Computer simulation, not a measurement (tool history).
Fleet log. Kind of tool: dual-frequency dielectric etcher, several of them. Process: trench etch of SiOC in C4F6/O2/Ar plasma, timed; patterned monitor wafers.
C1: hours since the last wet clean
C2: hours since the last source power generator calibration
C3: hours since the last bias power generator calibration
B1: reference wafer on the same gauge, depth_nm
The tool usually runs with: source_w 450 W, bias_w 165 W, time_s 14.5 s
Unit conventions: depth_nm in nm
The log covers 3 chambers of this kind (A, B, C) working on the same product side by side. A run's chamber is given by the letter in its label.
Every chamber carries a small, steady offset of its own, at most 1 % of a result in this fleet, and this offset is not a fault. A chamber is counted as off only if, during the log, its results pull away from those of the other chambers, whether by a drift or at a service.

run 1C hour=5.0 | source_w=450 bias_w=165 time_s=14.5 | C1=46.7 C2=1401.0 C3=361.0 | B1=24.699 | depth_nm=30.489
run 2B hour=14.4 | source_w=450 bias_w=165 time_s=14.5 | C1=86.7 C2=159.0 C3=1635.4 | B1=24.693 | depth_nm=30.743
run 3A hour=22.7 | source_w=450 bias_w=165 time_s=14.5 | C1=410.3 C2=2081.6 C3=472.5 | B1=24.692 | depth_nm=30.749
run 4C hour=28.4 | source_w=450 bias_w=165 time_s=14.5 | C1=70.1 C2=1424.4 C3=384.4 | B1=24.706 | depth_nm=30.498
run 5B hour=35.9 | source_w=450 bias_w=165 time_s=14.5 | C1=108.2 C2=180.5 C3=1656.9 | B1=24.681 | depth_nm=30.490
run 6A hour=42.5 | source_w=450 bias_w=165 time_s=14.5 | C1=430.1 C2=2101.4 C3=492.3 | B1=24.692 | depth_nm=30.675
run 7B hour=52.6 | source_w=450 bias_w=165 time_s=14.5 | C1=124.9 C2=197.2 C3=1673.6 | B1=24.689 | depth_nm=30.348
run 8A hour=61.0 | source_w=450 bias_w=135 time_s=14.5 | C1=448.6 C2=2119.9 C3=510.8 | B1=24.681 | depth_nm=28.884
run 9C hour=67.3 | source_w=450 bias_w=135 time_s=14.5 | C1=109.0 C2=1463.3 C3=423.3 | B1=24.708 | depth_nm=28.556
run 10A hour=72.1 | source_w=450 bias_w=135 time_s=14.5 | C1=459.7 C2=2131.0 C3=521.9 | B1=24.714 | depth_nm=28.842
run 11C hour=78.8 | source_w=450 bias_w=165 time_s=16.0 | C1=120.5 C2=1474.8 C3=434.8 | B1=24.687 | depth_nm=33.639
run 12B hour=84.4 | source_w=450 bias_w=165 time_s=16.0 | C1=156.7 C2=229.0 C3=1705.4 | B1=24.702 | depth_nm=33.810
run 13B hour=93.3 | source_w=450 bias_w=165 time_s=16.0 | C1=165.6 C2=237.9 C3=1714.3 | B1=24.703 | depth_nm=33.616
run 14A hour=99.2 | source_w=450 bias_w=165 time_s=14.5 | C1=486.8 C2=2158.1 C3=549.0 | B1=24.705 | depth_nm=30.700
run 15C hour=105.4 | source_w=450 bias_w=165 time_s=14.5 | C1=147.1 C2=1501.4 C3=461.4 | B1=24.705 | depth_nm=30.551
run 16B hour=113.5 | source_w=450 bias_w=165 time_s=14.5 | C1=185.8 C2=258.1 C3=1734.5 | B1=24.718 | depth_nm=30.765
run 17A hour=118.8 | source_w=550 bias_w=201 time_s=14.5 | C1=506.4 C2=2177.7 C3=568.6 | B1=24.730 | depth_nm=35.131
run 18C hour=127.8 | source_w=550 bias_w=201 time_s=14.5 | C1=169.5 C2=1523.8 C3=483.8 | B1=24.711 | depth_nm=35.183
run 19C hour=135.2 | source_w=550 bias_w=201 time_s=14.5 | C1=176.9 C2=1531.2 C3=491.2 | B1=24.704 | depth_nm=35.174
run 20A hour=144.8 | source_w=450 bias_w=182 time_s=18.0 | C1=532.4 C2=2203.7 C3=594.6 | B1=24.720 | depth_nm=39.259
-- hour=144.9 chamber B: bias power generator calibrated
run 21B hour=154.0 | source_w=450 bias_w=182 time_s=18.0 | C1=226.3 C2=298.6 C3=9.2 | B1=24.708 | depth_nm=39.049
run 22B hour=163.3 | source_w=450 bias_w=182 time_s=18.0 | C1=235.6 C2=307.9 C3=18.5 | B1=24.724 | depth_nm=39.131
-- hour=163.6 chamber A: wet clean of the chamber
run 23A hour=167.9 | source_w=450 bias_w=165 time_s=14.5 | C1=4.4 C2=2226.8 C3=617.7 | B1=24.688 | depth_nm=29.877
run 24C hour=174.6 | source_w=450 bias_w=165 time_s=14.5 | C1=216.3 C2=1570.6 C3=530.6 | B1=24.707 | depth_nm=30.576
run 25B hour=181.4 | source_w=450 bias_w=165 time_s=14.5 | C1=253.7 C2=326.0 C3=36.6 | B1=24.698 | depth_nm=30.507
run 26C hour=191.6 | source_w=450 bias_w=165 time_s=14.5 | C1=233.3 C2=1587.6 C3=547.6 | B1=24.688 | depth_nm=30.715
run 27A hour=200.9 | source_w=450 bias_w=165 time_s=14.5 | C1=37.4 C2=2259.8 C3=650.7 | B1=24.706 | depth_nm=29.800
run 28B hour=207.0 | source_w=450 bias_w=165 time_s=14.5 | C1=279.3 C2=351.6 C3=62.2 | B1=24.699 | depth_nm=30.321
run 29C hour=217.0 | source_w=450 bias_w=165 time_s=14.5 | C1=258.7 C2=1613.0 C3=573.0 | B1=24.679 | depth_nm=30.582
run 30A hour=222.9 | source_w=450 bias_w=165 time_s=14.5 | C1=59.4 C2=2281.8 C3=672.7 | B1=24.709 | depth_nm=29.733
run 31A hour=229.7 | source_w=450 bias_w=165 time_s=14.5 | C1=66.2 C2=2288.6 C3=679.5 | B1=24.711 | depth_nm=29.659
run 32C hour=238.4 | source_w=450 bias_w=165 time_s=14.5 | C1=280.1 C2=1634.4 C3=594.4 | B1=24.691 | depth_nm=30.668
run 33B hour=245.4 | source_w=450 bias_w=189 time_s=16.0 | C1=317.7 C2=390.0 C3=100.6 | B1=24.698 | depth_nm=35.067
run 34B hour=250.0 | source_w=450 bias_w=189 time_s=16.0 | C1=322.3 C2=394.6 C3=105.2 | B1=24.682 | depth_nm=35.216
run 35C hour=258.3 | source_w=450 bias_w=189 time_s=16.0 | C1=300.0 C2=1654.3 C3=614.3 | B1=24.706 | depth_nm=35.347
run 36A hour=267.4 | source_w=450 bias_w=165 time_s=14.5 | C1=103.9 C2=2326.3 C3=717.2 | B1=24.700 | depth_nm=29.864
run 37A hour=272.7 | source_w=450 bias_w=165 time_s=14.5 | C1=109.2 C2=2331.6 C3=722.5 | B1=24.704 | depth_nm=29.777
run 38B hour=279.9 | source_w=450 bias_w=165 time_s=14.5 | C1=352.2 C2=424.5 C3=135.1 | B1=24.707 | depth_nm=30.473
run 39C hour=286.1 | source_w=450 bias_w=165 time_s=17.5 | C1=327.8 C2=1682.1 C3=642.1 | B1=24.703 | depth_nm=36.781
run 40B hour=294.1 | source_w=450 bias_w=165 time_s=17.5 | C1=366.4 C2=438.7 C3=149.3 | B1=24.688 | depth_nm=36.696

Next, all 3 chambers run the settings below, one line each with question marks for the results. What does each chamber give?
run 41A hour=301.6 | source_w=450 bias_w=196 time_s=14.5 | depth_nm=?
run 41B hour=301.6 | source_w=450 bias_w=196 time_s=14.5 | depth_nm=?
run 41C hour=301.6 | source_w=450 bias_w=196 time_s=14.5 | depth_nm=?

run=41A depth_nm=31.192
run=41B depth_nm=32.017
run=41C depth_nm=32.360
